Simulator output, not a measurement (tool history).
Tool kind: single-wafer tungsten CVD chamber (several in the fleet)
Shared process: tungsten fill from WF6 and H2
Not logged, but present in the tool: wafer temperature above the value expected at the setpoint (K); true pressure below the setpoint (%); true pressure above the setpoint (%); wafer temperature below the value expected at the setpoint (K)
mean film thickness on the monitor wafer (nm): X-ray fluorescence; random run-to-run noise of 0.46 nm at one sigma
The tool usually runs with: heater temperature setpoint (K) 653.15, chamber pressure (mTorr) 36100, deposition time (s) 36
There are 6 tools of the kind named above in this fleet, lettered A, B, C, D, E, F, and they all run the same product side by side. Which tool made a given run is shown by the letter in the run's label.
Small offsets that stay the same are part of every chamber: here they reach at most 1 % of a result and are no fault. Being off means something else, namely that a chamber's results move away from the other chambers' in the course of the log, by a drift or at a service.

| run | hour | heater temperature setpoint (K) | chamber pressure (mTorr) | deposition time (s) | hours since the last thermocouple change | hours since the last manometer calibration | read-back reference wafer on the same gauge, thickness_nm | mean film thickness on the monitor wafer (nm) |
|---|---|---|---|---|---|---|---|---|
| 1F | 5.4 | 653.15 | 36100 | 36 | 600 | 2150.7 | 78.629 | 76.761 |
| 2B | 9.6 | 653.15 | 36100 | 36 | 2382.7 | 1117.9 | 78.653 | 77.493 |
| 3E | 14.7 | 653.15 | 36100 | 36 | 855.6 | 1181 | 78.694 | 78.199 |
| 4C | 17.5 | 653.15 | 36100 | 36 | 552.5 | 117.4 | 78.611 | 77.852 |
| 5D | 20.7 | 653.15 | 36100 | 36 | 285 | 245 | 78.696 | 78.868 |
| 6A | 25 | 653.15 | 36100 | 36 | 1800.1 | 49.9 | 78.688 | 77.59 |
| 7F | 27.6 | 653.15 | 36100 | 36 | 622.2 | 2172.9 | 78.749 | 77.791 |
| 8C | 30.4 | 653.15 | 36100 | 36 | 565.4 | 130.3 | 78.606 | 77.569 |
| 9E | 35.6 | 653.15 | 36100 | 36 | 876.5 | 1201.9 | 78.726 | 77.832 |
| 10D | 41.1 | 653.15 | 36100 | 36 | 305.4 | 265.4 | 78.788 | 77.886 |
| 11B | 44.8 | 653.15 | 36100 | 36 | 2417.9 | 1153.1 | 78.622 | 77.176 |
| 12A | 48.5 | 653.15 | 36100 | 36 | 1823.6 | 73.4 | 78.872 | 77.013 |
| 13D | 51.1 | 653.15 | 36100 | 36 | 315.4 | 275.4 | 78.705 | 78.58 |
| 14A | 54.1 | 653.15 | 36100 | 36 | 1829.2 | 79 | 78.677 | 77.905 |
| 15F | 57.5 | 653.15 | 36100 | 36 | 652.1 | 2202.8 | 78.665 | 77.513 |
| 16C | 61.3 | 653.15 | 36100 | 36 | 596.3 | 161.2 | 78.666 | 77.928 |
| 17E | 65.7 | 653.15 | 36100 | 36 | 906.6 | 1232 | 78.75 | 78.803 |
| 18B | 70.7 | 653.15 | 36100 | 36 | 2443.8 | 1179 | 78.587 | 77.025 |
| 19E | 73.7 | 653.15 | 36100 | 36 | 914.6 | 1240 | 78.704 | 78.147 |
| 20D | 76.5 | 653.15 | 36100 | 36 | 340.8 | 300.8 | 78.673 | 78.057 |
| 21A | 82 | 653.15 | 36100 | 36 | 1857.1 | 106.9 | 78.887 | 76.949 |
| 22C | 86.6 | 653.15 | 36100 | 36 | 621.6 | 186.5 | 78.678 | 77.019 |
| 23F | 90 | 653.15 | 36100 | 36 | 684.6 | 2235.3 | 78.764 | 77.811 |
| 24B | 94.8 | 653.15 | 41700 | 36 | 2467.9 | 1203.1 | 78.652 | 82.736 |
| 25E | 99.8 | 653.15 | 41700 | 36 | 940.7 | 1266.1 | 78.685 | 83.4 |
| 26C | 102.7 | 653.15 | 41700 | 36 | 637.7 | 202.6 | 78.637 | 82.358 |
| 27F | 105.2 | 653.15 | 41700 | 36 | 699.8 | 2250.5 | 78.75 | 83.288 |
| 28B | 110.8 | 653.15 | 41700 | 36 | 2483.9 | 1219.1 | 78.638 | 82.286 |
| 29A | 113.7 | 653.15 | 41700 | 36 | 1888.8 | 138.6 | 78.638 | 82.835 |
| 30D | 118.1 | 653.15 | 36100 | 36 | 382.4 | 342.4 | 78.6 | 78.581 |
| 31B | 123.2 | 653.15 | 36100 | 36 | 2496.3 | 1231.5 | 78.77 | 77.386 |
| 32E | 128.1 | 653.15 | 36100 | 36 | 969 | 1294.4 | 78.722 | 77.91 |
| 33C | 132.3 | 653.15 | 36100 | 36 | 667.3 | 232.2 | 78.727 | 77.158 |
| 34D | 135.7 | 653.15 | 36100 | 36 | 400 | 360 | 78.599 | 78.042 |
| 35A | 138.7 | 653.15 | 36100 | 36 | 1913.8 | 163.6 | 78.7 | 78.192 |
| 36F | 142.8 | 653.15 | 36100 | 36 | 737.4 | 2288.1 | 78.741 | 77.136 |
| 37F | 146.4 | 653.15 | 36100 | 36 | 741 | 2291.7 | 78.742 | 77.345 |
| 38D | 149.8 | 653.15 | 36100 | 36 | 414.1 | 374.1 | 78.641 | 77.605 |
| 39E | 152.4 | 653.15 | 36100 | 36 | 993.3 | 1318.7 | 78.755 | 77.273 |

All 6 chambers run these settings next. Forecast each chamber's results:
| 40A | 156.5 | 653.15 | 36100 | 36 |  |  |  | ? |
| 40B | 156.5 | 653.15 | 36100 | 36 |  |  |  | ? |
| 40C | 156.5 | 653.15 | 36100 | 36 |  |  |  | ? |
| 40D | 156.5 | 653.15 | 36100 | 36 |  |  |  | ? |
| 40E | 156.5 | 653.15 | 36100 | 36 |  |  |  | ? |
| 40F | 156.5 | 653.15 | 36100 | 36 |  |  |  | ? |

| run | mean film thickness on the monitor wafer (nm) |
|---|---|
| 40A | 77.529 |
| 40B | 76.069 |
| 40C | 76.85 |
| 40D | 78.029 |
| 40E | 78.945 |
| 40F | 77.082 |
